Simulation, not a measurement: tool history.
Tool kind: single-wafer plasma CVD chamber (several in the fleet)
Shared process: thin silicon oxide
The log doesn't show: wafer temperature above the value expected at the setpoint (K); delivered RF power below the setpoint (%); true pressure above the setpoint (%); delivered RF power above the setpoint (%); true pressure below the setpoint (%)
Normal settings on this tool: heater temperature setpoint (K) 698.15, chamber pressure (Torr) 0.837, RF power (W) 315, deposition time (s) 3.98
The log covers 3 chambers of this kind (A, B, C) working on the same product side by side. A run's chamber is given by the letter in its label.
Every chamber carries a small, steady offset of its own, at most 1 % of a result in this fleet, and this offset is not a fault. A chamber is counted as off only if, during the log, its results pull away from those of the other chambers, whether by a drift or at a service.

run,hour,heater temperature setpoint (K),chamber pressure (Torr),RF power (W),deposition time (s),hours since the last thermocouple change,hours since the last RF generator calibration,hours since the last manometer calibration,"read-back reference wafer on the same gauge, thickness_nm",mean film thickness on the monitor wafer (nm)
1A,9.9,698.15,0.837,315,3.98,907.0,652.6,721.0,6.5819,7.7104
2C,18.1,698.15,0.837,315,3.98,3108.3,257.2,1400.9,6.5769,7.6453
# hour 20.6: chamber C: capacitance manometer re-zeroed and calibrated
3B,31.9,698.15,0.837,315,3.98,529.3,1055.4,1058.0,6.5754,7.7623
4C,42.2,698.15,0.837,315,3.98,3132.4,281.3,21.7,6.5825,7.6790
5B,52.6,708.15,0.916,315,3.98,550.0,1076.1,1078.7,6.5739,8.2564
6A,59.9,708.15,0.916,315,3.98,957.0,702.6,771.0,6.5812,8.2999
7B,75.6,708.15,0.916,315,3.98,573.0,1099.1,1101.7,6.5786,8.2027
# hour 85.6: chamber C: thermocouple changed; heater temperature recalibrated
8C,89.2,698.15,0.837,315,3.98,3.7,328.3,68.7,6.5788,7.6134
# hour 93.7: chamber B: capacitance manometer re-zeroed and calibrated
9A,103.1,711.15,0.837,315,3.98,1000.2,745.8,814.2,6.5825,7.6314
10A,109.8,711.15,0.837,315,3.98,1006.9,752.5,820.9,6.5794,7.6590
11C,117.1,711.15,0.837,315,3.98,31.6,356.2,96.6,6.5694,7.5666
12B,126.6,698.15,0.837,315,3.98,624.0,1150.1,33.0,6.5817,7.7333
13C,137.5,698.15,0.837,315,3.98,52.0,376.6,117.0,6.5781,7.6835
14B,146.4,698.15,0.837,315,3.98,643.8,1169.9,52.8,6.5794,7.7158
15A,161.0,698.15,0.837,315,3.98,1058.1,803.7,872.1,6.5765,7.6862
16A,175.6,698.15,0.837,315,3.98,1072.7,818.3,886.7,6.5804,7.7010
17B,183.8,698.15,0.837,315,3.98,681.2,1207.3,90.2,6.5808,7.6668
18C,193.7,698.15,0.837,315,3.98,108.2,432.8,173.2,6.5776,7.6960
19B,201.6,698.15,0.837,315,3.98,699.0,1225.1,108.0,6.5790,7.6953
20A,208.5,698.15,0.837,315,3.98,1105.6,851.2,919.6,6.5806,7.7103
21C,220.4,698.15,0.837,365,3.98,134.9,459.5,199.9,6.5778,8.0839
22B,233.8,698.15,0.837,365,3.98,731.2,1257.3,140.2,6.5835,8.1469
23C,242.1,698.15,0.837,365,3.98,156.6,481.2,221.6,6.5791,8.0754
24A,250.9,698.15,0.837,315,3.98,1148.0,893.6,962.0,6.5778,7.7437
25C,262.6,698.15,0.837,315,3.98,177.1,501.7,242.1,6.5821,7.6416
26B,276.0,698.15,0.962,315,3.98,773.4,1299.5,182.4,6.5794,8.6829
27A,283.4,698.15,0.962,315,3.98,1180.5,926.1,994.5,6.5819,8.6790
28A,294.8,698.15,0.962,315,3.98,1191.9,937.5,1005.9,6.5788,8.7773
29B,305.1,698.15,0.837,315,3.98,802.5,1328.6,211.5,6.5787,7.6714
30C,319.8,698.15,0.837,315,3.98,234.3,558.9,299.3,6.5776,7.6202
31A,331.1,698.15,0.837,315,3.98,1228.2,973.8,1042.2,6.5721,7.8510
32C,341.3,698.15,0.837,315,3.98,255.8,580.4,320.8,6.5791,7.6352
33B,353.9,698.15,0.837,315,3.98,851.3,1377.4,260.3,6.5829,7.6772
34A,360.9,698.15,0.837,315,3.98,1258.0,1003.6,1072.0,6.5840,7.8339
35C,368.3,698.15,0.837,315,3.98,282.8,607.4,347.8,6.5877,7.6647
36B,379.2,698.15,0.837,315,3.98,876.6,1402.7,285.6,6.5817,7.6659
37B,386.4,698.15,0.837,315,3.98,883.8,1409.9,292.8,6.5809,7.6961
38C,401.9,698.15,0.837,315,3.98,316.4,641.0,381.4,6.5805,7.7362
39A,413.9,698.15,0.837,315,3.98,1311.0,1056.6,1125.0,6.5787,7.8287
40A,424.6,698.15,0.837,315,3.98,1321.7,1067.3,1135.7,6.5800,7.8547
41C,439.5,698.15,0.837,315,3.98,354.0,678.6,419.0,6.5873,7.6463
# hour 446.8: chamber B: thermocouple changed; heater temperature recalibrated
42B,453.8,698.15,0.837,315,3.98,7.0,1477.3,360.2,6.5806,7.6813
43B,467.0,698.15,0.837,315,3.98,20.2,1490.5,373.4,6.5802,7.6731
44A,473.7,698.15,0.837,315,3.98,1370.8,1116.4,1184.8,6.5808,7.9438

Which is it: a chamber that has drifted or been left off by a service, a gauge drift common to all chambers, or only each chamber's usual small offset? If a chamber is off, name it and its likeliest cause.

Little by little, chamber A moves away from the other chambers.
Likeliest cause: true pressure above the setpoint (%) = 2.98.

Below are 4 candidate recipes for chamber A's next run, each the usual settings with a change, their results shown as question marks. Which of them brings A's results back in line with what the other chambers give on the usual settings?
Allowed miss from the other chambers' usual-settings mean, per result, to count as in line: mean film thickness on the monitor wafer (nm) 0.0990
45A-1,485.0,698.15,0.834,315,3.97,,,,,?
45A-2,485.0,698.15,0.837,315,4.09,,,,,?
45A-3,485.0,698.15,0.822,315,3.93,,,,,?
45A-4,485.0,698.15,0.842,315,3.98,,,,,?

The other chambers' mean on the usual settings: mean film thickness on the monitor wafer (nm) 7.6814
run,mean film thickness on the monitor wafer (nm)
45A-1,7.8578
45A-2,8.1196
45A-3,7.6838
45A-4,7.9415
With 45A-3, the chamber falls back in line with the rest.

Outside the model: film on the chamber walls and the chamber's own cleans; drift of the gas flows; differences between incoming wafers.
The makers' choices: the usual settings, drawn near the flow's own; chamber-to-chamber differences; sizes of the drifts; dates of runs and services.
